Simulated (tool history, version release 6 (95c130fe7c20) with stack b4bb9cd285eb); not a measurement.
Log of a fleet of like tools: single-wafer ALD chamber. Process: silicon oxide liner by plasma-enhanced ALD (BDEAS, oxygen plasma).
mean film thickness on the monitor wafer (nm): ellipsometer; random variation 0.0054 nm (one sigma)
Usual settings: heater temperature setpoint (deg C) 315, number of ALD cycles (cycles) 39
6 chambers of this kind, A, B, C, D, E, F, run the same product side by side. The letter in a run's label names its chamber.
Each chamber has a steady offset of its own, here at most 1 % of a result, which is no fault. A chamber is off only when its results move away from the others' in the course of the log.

| run | hour | heater temperature setpoint (deg C) | number of ALD cycles (cycles) | hours since the last thermocouple change | read-back reference wafer on the same gauge, thickness_nm | mean film thickness on the monitor wafer (nm) |
|---|---|---|---|---|---|---|
| 1B | 13.4 | 315 | 39 | 624.0 | 2.9302 | 3.5442 |
| 2A | 21.7 | 315 | 39 | 1219.7 | 2.9313 | 3.5971 |
| 3E | 30.6 | 315 | 39 | 1354.4 | 2.9317 | 3.5528 |
|  | 36.8 | chamber F: thermocouple changed; heater temperature recalibrated |
| 4C | 42.6 | 315 | 39 | 1762.8 | 2.9303 | 3.5596 |
| 5D | 55.8 | 315 | 39 | 1205.7 | 2.9311 | 3.5621 |
| 6F | 64.6 | 315 | 39 | 27.8 | 2.9334 | 3.5471 |
|  | 68.0 | chamber A: thermocouple changed; heater temperature recalibrated |
| 7A | 71.0 | 315 | 39 | 3.1 | 2.9337 | 3.5884 |
| 8F | 78.0 | 315 | 39 | 41.2 | 2.9336 | 3.5494 |
| 9D | 86.4 | 315 | 39 | 1236.3 | 2.9339 | 3.5557 |
| 10C | 94.4 | 315 | 39 | 1814.6 | 2.9343 | 3.5535 |
| 11E | 104.5 | 315 | 39 | 1428.3 | 2.9340 | 3.5570 |
| 12B | 114.3 | 315 | 39 | 724.9 | 2.9352 | 3.5494 |
| 13F | 125.8 | 315 | 39 | 89.0 | 2.9360 | 3.5470 |
| 14A | 133.1 | 302 | 39 | 65.2 | 2.9353 | 3.6551 |
| 15B | 145.2 | 302 | 39 | 755.8 | 2.9365 | 3.6254 |
| 16E | 151.9 | 302 | 39 | 1475.7 | 2.9384 | 3.6139 |
| 17D | 162.1 | 302 | 39 | 1312.0 | 2.9369 | 3.6292 |
| 18C | 170.0 | 302 | 39 | 1890.2 | 2.9371 | 3.6305 |
| 19E | 176.9 | 302 | 39 | 1500.7 | 2.9389 | 3.6190 |
| 20A | 184.9 | 311 | 39 | 117.0 | 2.9377 | 3.6073 |
| 21D | 195.4 | 311 | 39 | 1345.3 | 2.9377 | 3.5950 |
| 22F | 202.9 | 311 | 39 | 166.1 | 2.9400 | 3.5699 |
| 23C | 212.4 | 311 | 39 | 1932.6 | 2.9386 | 3.5929 |
| 24B | 222.9 | 311 | 39 | 833.5 | 2.9400 | 3.5762 |
| 25D | 234.4 | 311 | 39 | 1384.3 | 2.9389 | 3.5882 |
| 26C | 248.1 | 315 | 39 | 1968.3 | 2.9411 | 3.5679 |
| 27A | 258.0 | 325 | 36 | 190.1 | 2.9410 | 3.2793 |
| 28F | 266.6 | 325 | 36 | 229.8 | 2.9411 | 3.2304 |
| 29E | 276.6 | 325 | 36 | 1600.4 | 2.9423 | 3.2481 |
| 30B | 283.1 | 325 | 36 | 893.7 | 2.9428 | 3.2401 |
| 31B | 294.2 | 325 | 36 | 904.8 | 2.9429 | 3.2320 |
| 32A | 304.3 | 325 | 36 | 236.4 | 2.9436 | 3.2733 |
| 33C | 315.6 | 315 | 39 | 2035.8 | 2.9443 | 3.5763 |
| 34F | 329.4 | 315 | 39 | 292.6 | 2.9455 | 3.5596 |
| 35E | 342.1 | 315 | 39 | 1665.9 | 2.9468 | 3.5728 |
| 36D | 348.2 | 315 | 39 | 1498.1 | 2.9448 | 3.5652 |
| 37E | 358.3 | 327 | 42 | 1682.1 | 2.9447 | 3.7801 |
| 38F | 369.0 | 327 | 42 | 332.2 | 2.9469 | 3.7650 |
| 39D | 378.4 | 327 | 42 | 1528.3 | 2.9460 | 3.7856 |
| 40B | 390.4 | 327 | 42 | 1001.0 | 2.9476 | 3.7693 |
| 41A | 401.1 | 327 | 42 | 333.2 | 2.9469 | 3.8181 |

What goes on in this fleet: one chamber off, a drifting gauge, or nothing beyond the chambers' own small offsets? Name the chamber and the cause, if any.

The gauge drifts, so all chambers seem to drift together. No chamber is off.
Cause: gauge reads high (%) = 0.621.
